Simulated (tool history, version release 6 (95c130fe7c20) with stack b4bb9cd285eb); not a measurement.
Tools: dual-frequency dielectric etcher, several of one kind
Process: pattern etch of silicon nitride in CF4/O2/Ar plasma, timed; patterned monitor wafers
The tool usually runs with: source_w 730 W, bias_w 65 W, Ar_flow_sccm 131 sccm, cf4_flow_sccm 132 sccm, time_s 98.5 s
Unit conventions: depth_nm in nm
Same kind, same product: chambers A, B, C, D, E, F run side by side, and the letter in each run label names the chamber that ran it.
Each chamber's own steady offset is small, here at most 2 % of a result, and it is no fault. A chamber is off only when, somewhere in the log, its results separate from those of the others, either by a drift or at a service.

| run | hour | source_w | bias_w | Ar_flow_sccm | cf4_flow_sccm | time_s | hours since the last wet clean | hours since the last source power generator calibration | hours since the last bias power generator calibration | hours since the last Ar flow controller change | hours since the last CF4 flow controller change | read-back reference wafer on the same gauge, depth_nm | depth_nm |
|---|---|---|---|---|---|---|---|---|---|---|---|---|---|
| 1D | 2.6 | 730 | 65 | 131 | 132 | 98.5 | 14.3 | 1681.4 | 94.3 | 1621.3 | 2111.7 | 293.99 | 286.65 |
| 2F | 6.7 | 730 | 65 | 131 | 132 | 98.5 | 185.8 | 619.8 | 75.9 | 3004.3 | 156.3 | 294.14 | 288.96 |
| 3E | 9.7 | 730 | 65 | 131 | 132 | 98.5 | 261.6 | 1149.1 | 3397.8 | 1175.2 | 2419.5 | 293.49 | 288.14 |
| 4B | 14.4 | 730 | 65 | 131 | 132 | 98.5 | 208.5 | 3398 | 1475.9 | 4199 | 3029 | 294 | 287.78 |
| 5C | 19.2 | 730 | 65 | 131 | 132 | 98.5 | 394.9 | 1906.6 | 3015 | 469.8 | 331.7 | 293.28 | 284.39 |
| 6A | 25.2 | 730 | 65 | 131 | 132 | 98.5 | 477.3 | 3650.9 | 1747.2 | 660.4 | 1777.7 | 294.15 | 293.34 |
| 7E | 28.2 | 730 | 65 | 131 | 132 | 98.5 | 280.1 | 1167.6 | 3416.3 | 1193.7 | 2438 | 293.88 | 288.59 |
| 8D | 34 | 730 | 56 | 131 | 132 | 87 | 45.7 | 1712.8 | 125.7 | 1652.7 | 2143.1 | 294.11 | 238.63 |
| 9A | 37.7 | 730 | 56 | 131 | 132 | 87 | 489.8 | 3663.4 | 1759.7 | 672.9 | 1790.2 | 294.11 | 246.31 |
| 10C | 43.1 | 730 | 56 | 131 | 132 | 87 | 418.8 | 1930.5 | 3038.9 | 493.7 | 355.6 | 293.54 | 236.83 |
| 11B | 46.5 | 730 | 56 | 131 | 132 | 87 | 240.6 | 3430.1 | 1508 | 4231.1 | 3061.1 | 293.91 | 239.88 |
| 12F | 49.6 | 730 | 56 | 131 | 132 | 87 | 228.7 | 662.7 | 118.8 | 3047.2 | 199.2 | 293.86 | 241.41 |
| 13F | 55.5 | 730 | 56 | 131 | 132 | 87 | 234.6 | 668.6 | 124.7 | 3053.1 | 205.1 | 294.06 | 240.4 |
| 14D | 59.6 | 730 | 65 | 131 | 132 | 98.5 | 71.3 | 1738.4 | 151.3 | 1678.3 | 2168.7 | 293.7 | 283.5 |
| 15E | 63.2 | 730 | 65 | 131 | 132 | 98.5 | 315.1 | 1202.6 | 3451.3 | 1228.7 | 2473 | 293.97 | 286.83 |
| 16C | 66.7 | 730 | 65 | 131 | 132 | 98.5 | 442.4 | 1954.1 | 3062.5 | 517.3 | 379.2 | 294.32 | 286.66 |
| 17A | 69.9 | 730 | 65 | 131 | 132 | 98.5 | 522 | 3695.6 | 1791.9 | 705.1 | 1822.4 | 293.86 | 294.44 |
| 18B | 72.9 | 730 | 65 | 131 | 132 | 98.5 | 267 | 3456.5 | 1534.4 | 4257.5 | 3087.5 | 293.75 | 286.4 |
|  | 74.4 | chamber C: wet clean of the chamber |
| 19F | 76.9 | 730 | 54 | 131 | 132 | 76.5 | 256 | 690 | 146.1 | 3074.5 | 226.5 | 294.3 | 208.36 |
| 20A | 80.5 | 730 | 54 | 131 | 132 | 76.5 | 532.6 | 3706.2 | 1802.5 | 715.7 | 1833 | 293.57 | 210.78 |
|  | 83.6 | chamber A: wet clean of the chamber |
| 21D | 85.2 | 730 | 54 | 131 | 132 | 76.5 | 96.9 | 1764 | 176.9 | 1703.9 | 2194.3 | 293.83 | 206.32 |
| 22C | 89.1 | 730 | 54 | 131 | 132 | 76.5 | 14.7 | 1976.5 | 3084.9 | 539.7 | 401.6 | 293.9 | 205.08 |
| 23B | 92.4 | 730 | 54 | 131 | 132 | 76.5 | 286.5 | 3476 | 1553.9 | 4277 | 3107 | 293.88 | 207.66 |
| 24E | 96.7 | 730 | 54 | 131 | 132 | 76.5 | 348.6 | 1236.1 | 3484.8 | 1262.2 | 2506.5 | 294.37 | 208.08 |
| 25F | 99.4 | 730 | 73 | 131 | 105 | 98.5 | 278.5 | 712.5 | 168.6 | 3097 | 249 | 293.67 | 292.69 |
| 26E | 104.1 | 730 | 73 | 131 | 105 | 98.5 | 356 | 1243.5 | 3492.2 | 1269.6 | 2513.9 | 294.01 | 291.25 |
| 27D | 107.3 | 730 | 73 | 131 | 105 | 98.5 | 119 | 1786.1 | 199 | 1726 | 2216.4 | 294.07 | 287.67 |
| 28B | 111.8 | 730 | 73 | 131 | 105 | 98.5 | 305.9 | 3495.4 | 1573.3 | 4296.4 | 3126.4 | 294.15 | 292.54 |
| 29A | 117.4 | 730 | 73 | 131 | 105 | 98.5 | 33.8 | 3743.1 | 1839.4 | 752.6 | 1869.9 | 294.15 | 295.29 |
| 30C | 122.4 | 730 | 73 | 131 | 105 | 98.5 | 48 | 2009.8 | 3118.2 | 573 | 434.9 | 293.87 | 292.33 |
| 31D | 126.5 | 730 | 65 | 131 | 132 | 98.5 | 138.2 | 1805.3 | 218.2 | 1745.2 | 2235.6 | 294.01 | 286.46 |
| 32A | 132.3 | 730 | 65 | 131 | 132 | 98.5 | 48.7 | 3758 | 1854.3 | 767.5 | 1884.8 | 294.16 | 295.55 |
| 33C | 137.4 | 730 | 65 | 131 | 132 | 98.5 | 63 | 2024.8 | 3133.2 | 588 | 449.9 | 294.07 | 288 |
| 34F | 141.9 | 730 | 65 | 131 | 132 | 98.5 | 321 | 755 | 211.1 | 3139.5 | 291.5 | 293.89 | 286.12 |
| 35E | 144.9 | 730 | 65 | 131 | 132 | 98.5 | 396.8 | 1284.3 | 3533 | 1310.4 | 2554.7 | 294.23 | 287.29 |
| 36B | 150 | 730 | 73 | 131 | 112 | 98.5 | 344.1 | 3533.6 | 1611.5 | 4334.6 | 3164.6 | 293.61 | 292.69 |
| 37F | 152.9 | 730 | 73 | 131 | 112 | 98.5 | 332 | 766 | 222.1 | 3150.5 | 302.5 | 294.11 | 294.26 |
| 38D | 158.9 | 730 | 73 | 131 | 112 | 98.5 | 170.6 | 1837.7 | 250.6 | 1777.6 | 2268 | 294.13 | 291.62 |
| 39A | 162.6 | 730 | 73 | 131 | 112 | 98.5 | 79 | 3788.3 | 1884.6 | 797.8 | 1915.1 | 294.3 | 301.06 |

Has any chamber moved away from the others, gradually or after a service, or does the common gauge drift, or do the chambers differ only by their own small steady offsets? State the chamber and the most likely cause if one applies.

No chamber is off and the gauge is stable; the differences are just each chamber's small, constant offset.
